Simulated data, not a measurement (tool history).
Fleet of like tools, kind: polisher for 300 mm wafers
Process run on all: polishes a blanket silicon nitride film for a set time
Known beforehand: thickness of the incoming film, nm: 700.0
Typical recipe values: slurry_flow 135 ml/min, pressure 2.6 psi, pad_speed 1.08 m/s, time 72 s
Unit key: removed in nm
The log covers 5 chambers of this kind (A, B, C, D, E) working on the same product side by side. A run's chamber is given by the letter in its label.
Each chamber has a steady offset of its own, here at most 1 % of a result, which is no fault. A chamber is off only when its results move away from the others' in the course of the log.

run,hour,slurry_flow,pressure,pad_speed,time,wafers polished on this pad,hours since the slurry nozzle was cleaned,hours since the head pressure was calibrated,removed
1E,7.6,135,2.6,1.08,72,785,289.9,391.4,88.638
2D,13.4,135,2.6,1.08,72,891,186.7,17.1,90.711
3C,23.5,135,2.6,1.08,72,558,136.5,922.4,92.136
4B,31.6,135,2.6,1.08,72,538,346.2,624.8,90.302
5A,38,135,2.6,1.08,72,539,114.2,895.1,91.469
# hour 39.5: chamber E: worn pad replaced by a new one
6D,46.2,135,2.6,1.08,72,1204,219.5,49.9,91.698
# hour 53.6: chamber A: worn pad replaced by a new one
7C,56.2,135,2.6,0.82,81,869,169.2,955.1,81.32
8E,67.3,135,2.6,0.82,81,265,349.6,451.1,83.338
# hour 69.8: chamber B: slurry nozzle cleaned
9B,72.8,135,2.6,0.82,81,930,3.1,666,81.577
10A,79.5,135,2.6,0.82,81,247,155.7,936.6,83.207
# hour 87.9: chamber C: worn pad replaced by a new one
11A,88.7,135,2.6,0.82,81,335,164.9,945.8,82.211
12C,100.5,135,2.6,1.08,72,120,213.5,999.4,90.306
13E,109.7,135,3,1.08,72,670,392,493.5,104.49
# hour 117: chamber A: head pressure recalibrated
# hour 121.4: chamber A: worn pad replaced by a new one
14D,122,135,3,1.08,72,1927,295.3,125.7,102.78
15B,129.6,135,3,1.08,72,1472,59.9,722.8,103.1
# hour 135.9: chamber B: worn pad replaced by a new one
16D,137.9,135,3,1.08,72,2079,311.2,141.6,103.76
17A,147.4,135,3,1.08,72,248,223.6,30.4,101.8
18B,155.4,135,2.6,1.08,72,186,85.7,748.6,90.436
# hour 158.3: chamber E: worn pad replaced by a new one
19C,167.2,135,2.6,1.08,72,756,280.2,1066.1,90.495
20E,178,135,2.6,1.08,72,187,460.3,561.8,88.925
21A,186.1,135,2.6,1.08,72,617,262.3,69.1,90.602
# hour 193.2: chamber C: worn pad replaced by a new one
22B,198.2,135,2.6,1.08,72,594,128.5,791.4,91.466
# hour 208.3: chamber A: worn pad replaced by a new one
23E,209.3,135,2.6,1.08,72,486,491.6,593.1,90.574
24D,217.5,135,2.6,1.08,72,2838,390.8,221.2,87.482
25C,228.1,135,2.6,1.08,72,333,341.1,1127,89.439
26B,240.2,135,2.6,1.08,72,994,170.5,833.4,89.08
27C,250,135,2.6,1.08,72,542,363,1148.9,89.541
28D,257.7,135,2.6,1.08,72,3221,431,261.4,87.563
29E,266.5,135,2.6,0.86,72,1031,548.8,650.3,74.907
30A,275.6,135,2.6,0.86,72,642,351.8,158.6,75.155
# hour 281: chamber A: worn pad replaced by a new one
31A,281.1,135,2.6,0.86,72,1,357.3,164.1,76.61
32C,286.5,135,2.6,0.86,72,890,399.5,1185.4,76.095

One chamber off, gauge drift, or nothing amiss beyond the chambers' own small offsets? If it is a chamber, which one, and what is the likeliest cause?

Little by little, chamber D moves away from the other chambers.
Most likely cause: removal rate lost through wear of the pad, % = 6.49.
The log may not tell that from: slurry flow missing at the pad, %; head's pressure below its setpoint, %.

Here are 4 candidates for chamber D's next run, each the usual settings with a change, their results left as question marks. Which one brings its results back in line with what the others give on the usual settings?
Counts as in line when no further than this from what the other chambers average on the usual settings: removed 3.2 nm
33D-1,295.5,135,2.4,1.02,72,,,,?
33D-2,295.5,135,2.6,1.1,74,,,,?
33D-3,295.5,140,2.9,1.08,72,,,,?
33D-4,295.5,135,2.5,1.08,72,,,,?

What the other chambers average on the usual settings: removed 89.779 nm
run,removed
33D-1,75.01
33D-2,88.743
33D-3,95.551
33D-4,81.809
The right change is 33D-2: it brings the chamber back within the allowed miss of the others.
